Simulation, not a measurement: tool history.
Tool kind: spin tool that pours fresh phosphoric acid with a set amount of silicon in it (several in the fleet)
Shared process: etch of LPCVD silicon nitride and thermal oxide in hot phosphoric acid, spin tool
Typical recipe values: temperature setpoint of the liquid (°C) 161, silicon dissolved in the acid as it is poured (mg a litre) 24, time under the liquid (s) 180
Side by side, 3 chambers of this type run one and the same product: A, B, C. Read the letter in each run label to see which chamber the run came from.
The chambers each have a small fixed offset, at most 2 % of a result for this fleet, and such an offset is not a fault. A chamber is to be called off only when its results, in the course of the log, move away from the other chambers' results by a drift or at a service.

run	hour	temperature setpoint of the liquid (°C)	silicon dissolved in the acid as it is poured (mg a litre)	time under the liquid (s)	read-back film thickness of the LPCVD silicon nitride reference wafer, read on the same gauge (nm)	read-back film thickness of the thermal oxide reference wafer, read on the same gauge (nm)	thickness taken off the LPCVD silicon nitride on a monitor wafer (Å)	thickness taken off the thermal oxide on a monitor wafer (Å)
1A	10.1	161	24	180	89.984	39.999	181.27	3.4281
2C	21.8	161	24	180	90.002	40.004	179.58	3.2213
3B	35.2	161	24	180	89.987	39.997	180.06	3.5871
4C	45.1	161	24	180	90.035	40.013	176.66	3.7932
# hour 54.1: chamber C: heated supply line repaired
5A	56.5	161	24	180	89.99	39.995	179.73	2.7084
6B	63.2	161	24	180	89.975	39.974	178.3	2.4805
7C	76.7	161	24	180	90.014	40.033	178.32	2.9759
# hour 81: chamber C: dissolved silicon flow meter replaced
8B	86.3	161	24	180	90.009	40.004	182.26	2.6762
9A	94.4	161	24	180	90.043	39.985	179	3.0166
10B	103.4	161	24	180	89.979	40.007	178.45	2.5649
11C	110.2	161	24	275	89.976	39.992	273.47	4.3477
12A	122.5	161	24	275	89.994	39.996	270.18	4.3142
13B	131.1	161	24	275	90.003	39.999	271.37	3.5414
14A	141.9	161	24	180	90.036	40.022	176.63	2.9225
15C	152.7	161	24	180	89.947	39.989	176.3	2.7046
16A	163.7	161	24	180	90.002	40.006	177.06	2.5907
17B	171.3	161	24	255	89.945	40.017	243.18	4.3101
18C	177.9	161	24	255	89.987	40.016	254.74	3.3728
19C	190.5	161	24	255	90.014	40.01	255.21	4.7739
20B	197.1	161	24	180	90.004	40.007	168.37	2.7399
21A	203.3	161	24	180	89.983	40.009	176.34	3.0277
22A	210.5	161	24	180	90.012	39.965	179.5	2.8587

For the next run the whole fleet of 3 chambers uses the same settings. Give each chamber's results:
23A	220.4	161	24	180			?	?
23B	220.4	161	24	180			?	?
23C	220.4	161	24	180			?	?

run	thickness taken off the LPCVD silicon nitride on a monitor wafer (Å)	thickness taken off the thermal oxide on a monitor wafer (Å)
23A	179.25	2.8965
23B	167.08	2.343
23C	179.17	3.3604
